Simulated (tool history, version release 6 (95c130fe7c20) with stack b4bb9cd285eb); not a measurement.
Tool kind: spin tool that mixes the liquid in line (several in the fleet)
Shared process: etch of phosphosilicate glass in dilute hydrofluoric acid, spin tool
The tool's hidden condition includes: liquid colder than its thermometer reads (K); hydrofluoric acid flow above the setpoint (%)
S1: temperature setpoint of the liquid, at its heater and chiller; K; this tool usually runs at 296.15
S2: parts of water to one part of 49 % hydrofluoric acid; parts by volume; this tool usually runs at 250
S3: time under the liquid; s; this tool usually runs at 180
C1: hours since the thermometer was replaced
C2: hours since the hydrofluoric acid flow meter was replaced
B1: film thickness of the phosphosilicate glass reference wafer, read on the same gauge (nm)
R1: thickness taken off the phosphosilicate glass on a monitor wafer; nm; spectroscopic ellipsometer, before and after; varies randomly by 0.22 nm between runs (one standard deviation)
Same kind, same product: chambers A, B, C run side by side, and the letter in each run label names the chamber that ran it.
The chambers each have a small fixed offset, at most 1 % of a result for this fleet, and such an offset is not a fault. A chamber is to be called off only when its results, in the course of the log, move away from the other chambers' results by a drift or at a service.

run	day	S1	S2	S3	C1	C2	B1	R1
1A	0.208	296.15	250	180	169.3	306.2	80.021	39.931
2C	0.475	296.15	250	180	328.4	142.9	80.023	40.157
3B	0.712	296.15	250	180	1677.3	234.4	79.994	40.606
4B	0.883	296.15	250	180	1681.4	238.5	80.003	40.55
5A	1.058	296.15	250	180	189.7	326.6	80.022	39.603
6C	1.346	296.15	250	180	349.3	163.8	80.013	40.488
7A	1.65	296.15	250	180	203.9	340.8	80.001	40.147
8B	1.958	296.15	250	180	1707.2	264.3	80.015	39.961
9C	2.121	300.15	355	180	367.9	182.4	79.987	29.166
10A	2.417	300.15	355	180	222.3	359.2	80.015	28.93
11B	2.704	300.15	355	180	1725.1	282.2	79.984	29.239
12C	2.988	296.15	305	210	388.7	203.2	80.012	36.716
13B	3.279	296.15	305	210	1738.9	296	80.022	36.419
14A	3.458	296.15	305	210	247.3	384.2	79.982	36.668
15C	3.742	296.15	250	180	406.8	221.3	80.028	40.107
16C	4.042	296.15	250	180	414	228.5	80.013	40.115
17B	4.342	296.15	250	180	1764.4	321.5	80.044	39.624
18A	4.692	296.15	250	180	276.9	413.8	79.955	40.458
19B	5.012	296.15	250	180	1780.5	337.6	80.01	39.623
20C	5.321	300.65	250	180	444.7	259.2	79.976	47.022
21A	5.596	300.65	250	180	298.6	435.5	80.013	46.779
22C	5.896	300.65	250	180	458.5	273	80.031	46.944
23B	6.175	296.15	250	280	1808.4	365.5	79.994	61.146
24A	6.529	296.15	250	280	321	457.9	79.999	62.675
25C	6.875	296.15	250	280	482	296.5	80.023	62.625
26B	7.171	297.65	250	180	1832.3	389.4	79.974	40.886
27A	7.462	297.65	250	180	343.4	480.3	80.008	41.907
28B	7.708	297.65	250	180	1845.2	402.3	80.032	40.757
29C	8.054	296.15	250	115	510.3	324.8	79.971	25.979
30A	8.221	296.15	250	115	361.6	498.5	80.029	25.589
31C	8.558	296.15	250	115	522.4	336.9	80.015	25.816
32A	8.862	296.15	250	180	377	513.9	79.98	40.091
33B	9.167	292.65	250	280	1880.2	437.3	80.043	51.613
34C	9.383	292.65	250	280	542.2	356.7	79.99	54.856
35A	9.633	292.65	250	280	395.5	532.4	80.004	54.848
36B	9.904	296.15	250	180	1897.9	455	80.025	37.532

Is one chamber out of step, is the gauge drifting, or do the chambers differ by no more than their own small offsets? For an off chamber, give its letter and the likeliest cause.

Little by little, chamber B moves away from the other chambers.
What lies behind it: liquid colder than its thermometer reads (K) = 2.06.
The log may not separate it from: hydrofluoric acid flow below the setpoint (%).

Which of the 4 candidates below, each the usual settings with something changed and its results left as question marks, puts chamber B back in line with what the other chambers give on the usual settings?
Maximum distance from the other chambers' mean on the usual settings for a result to count as in line: R1 0.77 nm
37B-1	10.162	295.65	275	180				?
37B-2	10.162	298.15	250	180				?
37B-3	10.162	296.65	225	180				?
37B-4	10.162	296.15	265	180				?

What the other chambers average on the usual settings: R1 40.172 nm
run	R1
37B-1	32.623
37B-2	40.281
37B-3	43.535
37B-4	34.815
Change 37B-2 lands the chamber within the allowed miss of the other chambers.
